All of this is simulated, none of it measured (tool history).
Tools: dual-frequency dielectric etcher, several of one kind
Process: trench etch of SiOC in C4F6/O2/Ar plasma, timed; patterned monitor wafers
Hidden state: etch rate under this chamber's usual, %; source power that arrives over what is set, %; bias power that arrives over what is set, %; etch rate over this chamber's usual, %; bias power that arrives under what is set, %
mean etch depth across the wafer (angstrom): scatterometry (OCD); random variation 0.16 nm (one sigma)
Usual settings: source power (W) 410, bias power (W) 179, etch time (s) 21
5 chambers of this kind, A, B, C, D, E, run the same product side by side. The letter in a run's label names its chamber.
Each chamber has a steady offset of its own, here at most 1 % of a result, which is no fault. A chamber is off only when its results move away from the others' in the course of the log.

| run | hour | source power (W) | bias power (W) | etch time (s) | hours since the last wet clean | hours since the last source power generator calibration | hours since the last bias power generator calibration | read-back reference wafer on the same gauge, depth_nm | mean etch depth across the wafer (angstrom) |
|---|---|---|---|---|---|---|---|---|---|
| 1C | 5.9 | 410 | 179 | 21 | 58.8 | 3387.5 | 1439.8 | 46.325 | 434.58 |
| 2A | 12.2 | 410 | 179 | 21 | 113.6 | 66.9 | 3069.8 | 46.335 | 440.88 |
| 3B | 15.9 | 410 | 179 | 21 | 19.8 | 570.4 | 2111.2 | 46.300 | 439.94 |
| 4E | 23.8 | 410 | 179 | 21 | 237.4 | 346.2 | 2313.2 | 46.337 | 438.69 |
| 5D | 28.3 | 410 | 179 | 21 | 121.3 | 1459.5 | 3539.4 | 46.249 | 438.54 |
| 6C | 32.1 | 410 | 179 | 21 | 85.0 | 3413.7 | 1466.0 | 46.284 | 436.54 |
| 7B | 36.3 | 410 | 179 | 21 | 40.2 | 590.8 | 2131.6 | 46.311 | 441.65 |
| 8D | 41.8 | 410 | 179 | 21 | 134.8 | 1473.0 | 3552.9 | 46.330 | 441.00 |
| 9A | 47.8 | 450 | 179 | 23 | 149.2 | 102.5 | 3105.4 | 46.274 | 498.85 |
| 10E | 54.6 | 450 | 179 | 23 | 268.2 | 377.0 | 2344.0 | 46.342 | 493.81 |
| 11D | 62.7 | 450 | 179 | 23 | 155.7 | 1493.9 | 3573.8 | 46.330 | 496.42 |
| 12C | 71.0 | 450 | 179 | 23 | 123.9 | 3452.6 | 1504.9 | 46.293 | 494.46 |
| 13E | 77.6 | 450 | 179 | 23 | 291.2 | 400.0 | 2367.0 | 46.269 | 493.60 |
| 14B | 84.7 | 410 | 179 | 21 | 88.6 | 639.2 | 2180.0 | 46.310 | 438.17 |
| 15A | 91.5 | 350 | 214 | 21 | 192.9 | 146.2 | 3149.1 | 46.294 | 438.87 |
| 16C | 95.3 | 350 | 214 | 21 | 148.2 | 3476.9 | 1529.2 | 46.302 | 435.07 |
| 17B | 100.1 | 350 | 214 | 21 | 104.0 | 654.6 | 2195.4 | 46.309 | 441.55 |
| 18E | 107.9 | 350 | 214 | 21 | 321.5 | 430.3 | 2397.3 | 46.310 | 430.85 |
| 19A | 114.1 | 350 | 214 | 21 | 215.5 | 168.8 | 3171.7 | 46.286 | 441.52 |
| 20D | 118.2 | 410 | 179 | 21 | 211.2 | 1549.4 | 3629.3 | 46.262 | 439.26 |
| 21B | 123.1 | 410 | 179 | 21 | 127.0 | 677.6 | 2218.4 | 46.313 | 439.22 |
| 22A | 128.4 | 410 | 212 | 15 | 229.8 | 183.1 | 3186.0 | 46.269 | 331.80 |
| 23C | 135.9 | 410 | 212 | 15 | 188.8 | 3517.5 | 1569.8 | 46.283 | 327.04 |
| 24E | 141.8 | 410 | 212 | 15 | 355.4 | 464.2 | 2431.2 | 46.332 | 323.35 |
| 25D | 145.9 | 410 | 212 | 15 | 238.9 | 1577.1 | 3657.0 | 46.324 | 332.02 |
| 26B | 150.4 | 410 | 212 | 15 | 154.3 | 704.9 | 2245.7 | 46.292 | 333.10 |
| 27A | 155.8 | 410 | 179 | 21 | 257.2 | 210.5 | 3213.4 | 46.315 | 443.54 |
| 28E | 161.8 | 410 | 179 | 21 | 375.4 | 484.2 | 2451.2 | 46.270 | 427.08 |
|  | 162.0 | chamber A: bias power generator calibrated |
| 29D | 167.9 | 410 | 179 | 21 | 260.9 | 1599.1 | 3679.0 | 46.293 | 436.47 |
| 30C | 172.3 | 410 | 179 | 21 | 225.2 | 3553.9 | 1606.2 | 46.264 | 434.02 |
| 31E | 179.9 | 410 | 179 | 21 | 393.5 | 502.3 | 2469.3 | 46.302 | 431.29 |
| 32C | 186.2 | 410 | 179 | 21 | 239.1 | 3567.8 | 1620.1 | 46.313 | 431.13 |
| 33B | 192.8 | 410 | 179 | 21 | 196.7 | 747.3 | 2288.1 | 46.298 | 439.07 |
| 34A | 201.5 | 410 | 179 | 21 | 302.9 | 256.2 | 39.5 | 46.323 | 443.25 |
| 35D | 209.8 | 410 | 179 | 21 | 302.8 | 1641.0 | 3720.9 | 46.337 | 440.63 |
| 36C | 216.3 | 410 | 179 | 21 | 269.2 | 3597.9 | 1650.2 | 46.298 | 437.38 |
| 37A | 224.3 | 410 | 179 | 21 | 325.7 | 279.0 | 62.3 | 46.297 | 441.28 |
| 38D | 228.8 | 410 | 179 | 21 | 321.8 | 1660.0 | 3739.9 | 46.276 | 441.33 |
| 39B | 235.0 | 510 | 179 | 21 | 238.9 | 789.5 | 2330.3 | 46.283 | 479.91 |

All 5 chambers run these settings next. Forecast each chamber's results:
| 40A | 241.2 | 410 | 212 | 21 |  |  |  |  | ? |
| 40B | 241.2 | 410 | 212 | 21 |  |  |  |  | ? |
| 40C | 241.2 | 410 | 212 | 21 |  |  |  |  | ? |
| 40D | 241.2 | 410 | 212 | 21 |  |  |  |  | ? |
| 40E | 241.2 | 410 | 212 | 21 |  |  |  |  | ? |

| run | mean etch depth across the wafer (angstrom) |
|---|---|
| 40A | 466.07 |
| 40B | 464.67 |
| 40C | 458.56 |
| 40D | 464.49 |
| 40E | 448.71 |

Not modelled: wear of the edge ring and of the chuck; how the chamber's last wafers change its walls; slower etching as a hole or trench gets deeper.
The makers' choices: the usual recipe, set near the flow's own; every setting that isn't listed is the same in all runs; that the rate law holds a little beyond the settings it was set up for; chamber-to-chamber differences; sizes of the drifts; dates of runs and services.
